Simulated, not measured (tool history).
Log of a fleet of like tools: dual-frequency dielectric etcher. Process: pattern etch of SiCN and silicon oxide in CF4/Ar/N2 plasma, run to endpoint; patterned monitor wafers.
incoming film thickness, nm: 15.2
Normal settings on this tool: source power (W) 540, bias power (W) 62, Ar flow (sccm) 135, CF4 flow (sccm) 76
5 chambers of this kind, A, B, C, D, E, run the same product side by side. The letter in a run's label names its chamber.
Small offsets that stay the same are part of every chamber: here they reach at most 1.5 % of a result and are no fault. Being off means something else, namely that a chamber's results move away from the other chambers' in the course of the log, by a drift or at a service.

run   hour  source power (W)  bias power (W)  Ar flow (sccm)  CF4 flow (sccm)  endpoint time (s)
 1E    3.5               540              62             135               76             16.361
 2C    6.8               540              62             135               76             16.715
 3A   10.1               540              62             135               76             16.344
 4B   14.2               540              62             135               76             16.393
 5D   18.0               540              62             135               76             16.248
 6A   21.5               540              62             135               76             16.315
 7E   27.4               540              62             135               76             16.242
 8B   30.8               540              48             135               76             17.679
 9C   37.7               540              48             135               76             18.071
10D   45.0               540              48             135               76             17.641
11B   51.0               540              48             135               76             17.756
12C   58.4               540              48             135               76             18.067
13E   65.1               540              62             152               69             17.016
14A   69.0               540              62             152               69             16.994
15D   76.0               540              62             152               69             16.826
16B   81.5               540              62             152               69             16.972
17A   88.0               540              62             152               69             16.909
18D   93.8               540              62             135               76             16.247
19E   97.3               540              62             135               76             16.237
20C  101.8               540              62             135               76             16.643
21C  107.5               540              62             135               76             16.678
     112.2  -- chamber D: source power generator calibrated
22D  113.8               540              62             135               76             15.658
23E  117.3               540              62             135               76             16.229
24A  121.3               540              62             135               76             16.296
25B  128.2               540              62             135               76             16.278
26C  133.8               540              62             135               76             16.539
27E  137.7               540              62             135               76             16.270
28B  144.4               540              62             135               76             16.400
29A  149.1               540              62             135               76             16.328
30D  154.2               540              62             135               76             15.714
31E  161.1               540              62             135               76             16.366
     161.9  -- chamber C: wet clean of the chamber
32C  165.0               540              62             135               76             16.678
33D  169.4               540              62             135               76             15.711
34B  174.7               540              62             135               76             16.279
35A  179.9               540              62             135               76             16.291
36B  184.8               540              62             135               76             16.306
37C  189.1               540              62             135               76             16.564
38A  194.7               540              62             135               76             16.473

Next, all 5 chambers run the settings below, one line each with question marks for the results. What does each chamber give?
39A  200.1               660              62             135               76                  ?
39B  200.1               660              62             135               76                  ?
39C  200.1               660              62             135               76                  ?
39D  200.1               660              62             135               76                  ?
39E  200.1               660              62             135               76                  ?

run  endpoint time (s)
39A             13.643
39B             13.605
39C             13.892
39D             13.153
39E             13.621

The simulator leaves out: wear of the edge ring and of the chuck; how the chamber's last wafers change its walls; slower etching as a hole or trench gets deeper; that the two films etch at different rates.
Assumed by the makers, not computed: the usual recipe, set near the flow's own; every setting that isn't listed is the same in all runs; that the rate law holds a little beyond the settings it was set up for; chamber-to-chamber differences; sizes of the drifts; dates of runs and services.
